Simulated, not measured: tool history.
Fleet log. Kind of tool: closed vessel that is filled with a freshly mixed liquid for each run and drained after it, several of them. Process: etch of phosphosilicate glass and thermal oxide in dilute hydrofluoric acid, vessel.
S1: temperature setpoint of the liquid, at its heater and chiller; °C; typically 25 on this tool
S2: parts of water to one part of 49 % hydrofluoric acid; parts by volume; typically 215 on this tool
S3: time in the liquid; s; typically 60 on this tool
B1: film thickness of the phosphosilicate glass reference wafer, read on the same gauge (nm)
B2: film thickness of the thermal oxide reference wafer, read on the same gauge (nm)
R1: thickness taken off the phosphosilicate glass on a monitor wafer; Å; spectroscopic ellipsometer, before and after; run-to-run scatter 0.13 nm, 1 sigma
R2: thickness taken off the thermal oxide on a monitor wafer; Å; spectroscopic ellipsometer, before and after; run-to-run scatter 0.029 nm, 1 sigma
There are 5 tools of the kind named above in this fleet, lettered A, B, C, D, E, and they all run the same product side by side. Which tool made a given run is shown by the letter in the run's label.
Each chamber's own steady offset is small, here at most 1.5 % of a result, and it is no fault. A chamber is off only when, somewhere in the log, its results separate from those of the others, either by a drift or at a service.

Run 1A, hour 6.6: usual settings; B1 29.983; B2 40.005. Result: R1 284.71 Å, R2 11.7630 Å.
At hour 9.3: chamber B: thermometer replaced.
Run 2E, hour 12.8: usual settings; B1 30.013; B2 39.997. Result: R1 292.53 Å, R2 11.5640 Å.
Run 3D, hour 17.2: usual settings; B1 30.024; B2 39.986. Result: R1 290.56 Å, R2 11.5470 Å.
Run 4C, hour 22.0: usual settings; B1 29.991; B2 40.030. Result: R1 290.77 Å, R2 11.0010 Å.
Run 5B, hour 26.5: usual settings; B1 30.011; B2 39.986. Result: R1 286.52 Å, R2 11.2740 Å.
Run 6E, hour 30.9: usual settings but S1 27 °C; B1 30.004; B2 40.031. Result: R1 311.51 Å, R2 12.7610 Å.
Run 7A, hour 34.8: usual settings but S1 27 °C; B1 30.005; B2 40.011. Result: R1 308.97 Å, R2 12.1710 Å.
Run 8C, hour 42.0: usual settings but S1 27 °C; B1 29.969; B2 39.977. Result: R1 308.92 Å, R2 12.8640 Å.
Run 9B, hour 49.1: usual settings but S1 27 °C; B1 29.989; B2 40.003. Result: R1 309.05 Å, R2 12.7050 Å.
Run 10D, hour 56.7: usual settings but S1 27 °C; B1 30.007; B2 40.023. Result: R1 310.75 Å, R2 12.1260 Å.
Run 11B, hour 63.7: usual settings; B1 29.987; B2 39.982. Result: R1 287.10 Å, R2 11.3740 Å.
Run 12E, hour 69.8: usual settings; B1 30.006; B2 40.018. Result: R1 292.32 Å, R2 11.7000 Å.
Run 13D, hour 75.7: usual settings; B1 30.014; B2 40.001. Result: R1 288.74 Å, R2 11.4970 Å.
Run 14C, hour 82.5: usual settings; B1 29.997; B2 40.006. Result: R1 288.56 Å, R2 11.6970 Å.
Run 15A, hour 89.1: usual settings; B1 30.032; B2 40.010. Result: R1 287.15 Å, R2 11.8070 Å.
Run 16D, hour 93.6: usual settings; B1 29.962; B2 40.027. Result: R1 292.30 Å, R2 11.8840 Å.
Run 17A, hour 99.3: usual settings; B1 29.996; B2 40.008. Result: R1 288.86 Å, R2 11.3320 Å.
Run 18C, hour 105.6: usual settings; B1 30.016; B2 40.021. Result: R1 287.38 Å, R2 11.1500 Å.
Run 19B, hour 110.5: usual settings but S2 285 parts by volume, S3 80 s; B1 29.998; B2 40.017. Result: R1 262.40 Å, R2 10.1510 Å.
Run 20E, hour 117.2: usual settings but S2 285 parts by volume, S3 80 s; B1 29.999; B2 39.984. Result: R1 271.70 Å, R2 11.0820 Å.
Run 21B, hour 125.1: usual settings but S2 285 parts by volume, S3 80 s; B1 30.012; B2 39.991. Result: R1 260.40 Å, R2 10.1610 Å.
Run 22D, hour 130.2: usual settings but S2 285 parts by volume, S3 80 s; B1 29.965; B2 40.004. Result: R1 270.67 Å, R2 10.9430 Å.
Run 23E, hour 137.3: usual settings but S2 285 parts by volume, S3 80 s; B1 30.016; B2 40.013. Result: R1 271.17 Å, R2 10.2150 Å.
Run 24C, hour 141.0: usual settings; B1 30.057; B2 40.006. Result: R1 287.42 Å, R2 11.4830 Å.
Run 25A, hour 145.7: usual settings; B1 30.007; B2 40.007. Result: R1 286.00 Å, R2 11.5660 Å.
Run 26C, hour 152.3: usual settings but S1 28 °C; B1 30.005; B2 39.988. Result: R1 321.77 Å, R2 12.7360 Å.
Run 27D, hour 160.0: usual settings but S1 28 °C; B1 30.014; B2 39.999. Result: R1 321.45 Å, R2 13.0870 Å.
Run 28B, hour 164.7: usual settings but S1 28 °C; B1 29.987; B2 39.998. Result: R1 308.50 Å, R2 12.1120 Å.
Run 29E, hour 169.9: usual settings but S1 28 °C; B1 30.002; B2 39.970. Result: R1 323.83 Å, R2 12.8170 Å.
Run 30A, hour 175.7: usual settings but S1 28 °C; B1 30.042; B2 40.017. Result: R1 321.64 Å, R2 13.2060 Å.
Run 31B, hour 182.8: usual settings but S1 21 °C; B1 30.017; B2 40.009. Result: R1 238.88 Å, R2 9.6228 Å.
Run 32E, hour 186.7: usual settings but S1 21 °C; B1 30.015; B2 40.001. Result: R1 251.76 Å, R2 9.4126 Å.
Run 33A, hour 191.9: usual settings but S1 21 °C; B1 29.999; B2 40.015. Result: R1 246.54 Å, R2 10.1570 Å.
Run 34C, hour 199.9: usual settings but S1 21 °C; B1 29.982; B2 39.997. Result: R1 247.78 Å, R2 9.8628 Å.
Run 35D, hour 205.8: usual settings but S1 21 °C; B1 30.004; B2 39.986. Result: R1 252.14 Å, R2 9.7142 Å.
Run 36D, hour 210.0: usual settings; B1 29.980; B2 39.971. Result: R1 292.13 Å, R2 11.2870 Å.
Run 37C, hour 216.4: usual settings; B1 30.007; B2 39.987. Result: R1 288.77 Å, R2 11.5330 Å.
Run 38B, hour 221.2: usual settings; B1 30.029; B2 40.029. Result: R1 272.17 Å, R2 10.6840 Å.
Run 39E, hour 226.5: usual settings; B1 30.034; B2 39.980. Result: R1 288.80 Å, R2 11.4910 Å.
Run 40A, hour 231.8: usual settings; B1 30.005; B2 39.998. Result: R1 286.77 Å, R2 11.2180 Å.

Next, all 5 chambers run the settings below, one line each with question marks for the results. What does each chamber give?
Run 41A, hour 237.6: usual settings. Result: R1 ?, R2 ?.
Run 41B, hour 237.6: usual settings. Result: R1 ?, R2 ?.
Run 41C, hour 237.6: usual settings. Result: R1 ?, R2 ?.
Run 41D, hour 237.6: usual settings. Result: R1 ?, R2 ?.
Run 41E, hour 237.6: usual settings. Result: R1 ?, R2 ?.

run      R1       R2
41A  286.59  11.4060
41B  272.92  10.7550
41C  292.18  11.5700
41D  292.72  11.2350
41E  288.86  11.5780

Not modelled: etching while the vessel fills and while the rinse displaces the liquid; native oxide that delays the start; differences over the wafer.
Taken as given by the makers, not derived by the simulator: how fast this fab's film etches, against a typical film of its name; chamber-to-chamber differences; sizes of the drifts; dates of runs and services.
